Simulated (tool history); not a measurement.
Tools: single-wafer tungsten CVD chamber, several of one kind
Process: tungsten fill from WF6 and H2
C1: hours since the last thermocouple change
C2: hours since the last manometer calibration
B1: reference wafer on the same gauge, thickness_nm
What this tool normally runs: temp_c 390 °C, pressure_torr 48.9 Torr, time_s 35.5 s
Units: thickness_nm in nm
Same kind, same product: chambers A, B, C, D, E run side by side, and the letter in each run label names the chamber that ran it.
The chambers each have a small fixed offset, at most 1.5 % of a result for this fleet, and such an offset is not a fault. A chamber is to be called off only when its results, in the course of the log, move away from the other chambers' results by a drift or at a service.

{"run": "1D", "hour": 14.9, "temp_c": 390, "pressure_torr": 48.9, "time_s": 35.5, "C1": 1722.7, "C2": 254, "B1": 91.038, "thickness_nm": 107.11}
{"run": "2B", "hour": 23.3, "temp_c": 390, "pressure_torr": 48.9, "time_s": 35.5, "C1": 864.7, "C2": 918.6, "B1": 91.035, "thickness_nm": 108.82}
{"run": "3E", "hour": 38.6, "temp_c": 390, "pressure_torr": 48.9, "time_s": 35.5, "C1": 72.3, "C2": 430.9, "B1": 91.064, "thickness_nm": 107.24}
{"run": "4A", "hour": 47.8, "temp_c": 390, "pressure_torr": 48.9, "time_s": 35.5, "C1": 58.7, "C2": 1495.1, "B1": 91.032, "thickness_nm": 106.82}
{"run": "5C", "hour": 60.3, "temp_c": 390, "pressure_torr": 48.9, "time_s": 35.5, "C1": 320.9, "C2": 574.5, "B1": 91.009, "thickness_nm": 107.02}
{"run": "6B", "hour": 75.9, "temp_c": 390, "pressure_torr": 48.9, "time_s": 35.5, "C1": 917.3, "C2": 971.2, "B1": 90.966, "thickness_nm": 108.53}
{"run": "7E", "hour": 82.9, "temp_c": 390, "pressure_torr": 48.9, "time_s": 35.5, "C1": 116.6, "C2": 475.2, "B1": 91.03, "thickness_nm": 107.37}
{"run": "8D", "hour": 96.7, "temp_c": 390, "pressure_torr": 48.9, "time_s": 35.5, "C1": 1804.5, "C2": 335.8, "B1": 91.008, "thickness_nm": 107.2}
{"run": "9A", "hour": 104.7, "temp_c": 390, "pressure_torr": 48.9, "time_s": 35.5, "C1": 115.6, "C2": 1552, "B1": 90.981, "thickness_nm": 106.61}
{"run": "10C", "hour": 115.7, "temp_c": 390, "pressure_torr": 48.9, "time_s": 35.5, "C1": 376.3, "C2": 629.9, "B1": 90.994, "thickness_nm": 107.41}
{"run": "11D", "hour": 125.5, "temp_c": 390, "pressure_torr": 48.9, "time_s": 35.5, "C1": 1833.3, "C2": 364.6, "B1": 91.042, "thickness_nm": 107.42}
{"run": "12C", "hour": 135.5, "temp_c": 390, "pressure_torr": 48.9, "time_s": 35.5, "C1": 396.1, "C2": 649.7, "B1": 90.977, "thickness_nm": 107.58}
{"run": "13A", "hour": 145.4, "temp_c": 390, "pressure_torr": 48.9, "time_s": 35.5, "C1": 156.3, "C2": 1592.7, "B1": 91.009, "thickness_nm": 106.09}
{"hour": 159.9, "done": "chamber B: thermocouple changed; heater temperature recalibrated"}
{"run": "14E", "hour": 160.2, "temp_c": 390, "pressure_torr": 48.9, "time_s": 35.5, "C1": 193.9, "C2": 552.5, "B1": 91.014, "thickness_nm": 107.62}
{"run": "15B", "hour": 172.8, "temp_c": 390, "pressure_torr": 48.9, "time_s": 35.5, "C1": 12.9, "C2": 1068.1, "B1": 91.017, "thickness_nm": 108.67}
{"run": "16E", "hour": 184.7, "temp_c": 390, "pressure_torr": 48.9, "time_s": 35.5, "C1": 218.4, "C2": 577, "B1": 91.006, "thickness_nm": 106.91}
{"run": "17C", "hour": 197.9, "temp_c": 390, "pressure_torr": 48.9, "time_s": 35.5, "C1": 458.5, "C2": 712.1, "B1": 91.029, "thickness_nm": 107.95}
{"run": "18B", "hour": 211.6, "temp_c": 390, "pressure_torr": 48.9, "time_s": 35.5, "C1": 51.7, "C2": 1106.9, "B1": 90.959, "thickness_nm": 108.46}
{"run": "19D", "hour": 222.8, "temp_c": 383, "pressure_torr": 48.9, "time_s": 35.5, "C1": 1930.6, "C2": 461.9, "B1": 91.01, "thickness_nm": 93.312}
{"run": "20A", "hour": 237.2, "temp_c": 383, "pressure_torr": 48.9, "time_s": 35.5, "C1": 248.1, "C2": 1684.5, "B1": 90.998, "thickness_nm": 92.225}
{"run": "21B", "hour": 246.9, "temp_c": 383, "pressure_torr": 48.9, "time_s": 35.5, "C1": 87, "C2": 1142.2, "B1": 91.018, "thickness_nm": 94.522}
{"run": "22A", "hour": 257.2, "temp_c": 383, "pressure_torr": 48.9, "time_s": 35.5, "C1": 268.1, "C2": 1704.5, "B1": 90.948, "thickness_nm": 92.015}
{"run": "23E", "hour": 267.7, "temp_c": 383, "pressure_torr": 48.9, "time_s": 35.5, "C1": 301.4, "C2": 660, "B1": 90.995, "thickness_nm": 93.439}
{"run": "24D", "hour": 280.3, "temp_c": 390, "pressure_torr": 48.9, "time_s": 35.5, "C1": 1988.1, "C2": 519.4, "B1": 91.004, "thickness_nm": 106.93}
{"run": "25C", "hour": 290.8, "temp_c": 398, "pressure_torr": 53.9, "time_s": 35.5, "C1": 551.4, "C2": 805, "B1": 90.997, "thickness_nm": 130.9}
{"run": "26A", "hour": 303.5, "temp_c": 398, "pressure_torr": 53.9, "time_s": 35.5, "C1": 314.4, "C2": 1750.8, "B1": 91.064, "thickness_nm": 127.99}
{"run": "27D", "hour": 313.5, "temp_c": 398, "pressure_torr": 53.9, "time_s": 35.5, "C1": 2021.3, "C2": 552.6, "B1": 90.935, "thickness_nm": 130.55}
{"run": "28B", "hour": 325.9, "temp_c": 398, "pressure_torr": 53.9, "time_s": 35.5, "C1": 166, "C2": 1221.2, "B1": 90.982, "thickness_nm": 132.04}
{"run": "29C", "hour": 334.1, "temp_c": 398, "pressure_torr": 53.9, "time_s": 35.5, "C1": 594.7, "C2": 848.3, "B1": 90.968, "thickness_nm": 130.83}
{"run": "30E", "hour": 342.4, "temp_c": 390, "pressure_torr": 53.3, "time_s": 35.5, "C1": 376.1, "C2": 734.7, "B1": 91.011, "thickness_nm": 111.5}

Next, every chamber runs the same settings. What will each give?
{"run": "31A", "hour": 354.0, "temp_c": 390, "pressure_torr": 48.9, "time_s": 35.5, "thickness_nm": "?"}
{"run": "31B", "hour": 354.0, "temp_c": 390, "pressure_torr": 48.9, "time_s": 35.5, "thickness_nm": "?"}
{"run": "31C", "hour": 354.0, "temp_c": 390, "pressure_torr": 48.9, "time_s": 35.5, "thickness_nm": "?"}
{"run": "31D", "hour": 354.0, "temp_c": 390, "pressure_torr": 48.9, "time_s": 35.5, "thickness_nm": "?"}
{"run": "31E", "hour": 354.0, "temp_c": 390, "pressure_torr": 48.9, "time_s": 35.5, "thickness_nm": "?"}

run=31A thickness_nm=105.21
run=31B thickness_nm=108.45
run=31C thickness_nm=107.31
run=31D thickness_nm=107.06
run=31E thickness_nm=107.84

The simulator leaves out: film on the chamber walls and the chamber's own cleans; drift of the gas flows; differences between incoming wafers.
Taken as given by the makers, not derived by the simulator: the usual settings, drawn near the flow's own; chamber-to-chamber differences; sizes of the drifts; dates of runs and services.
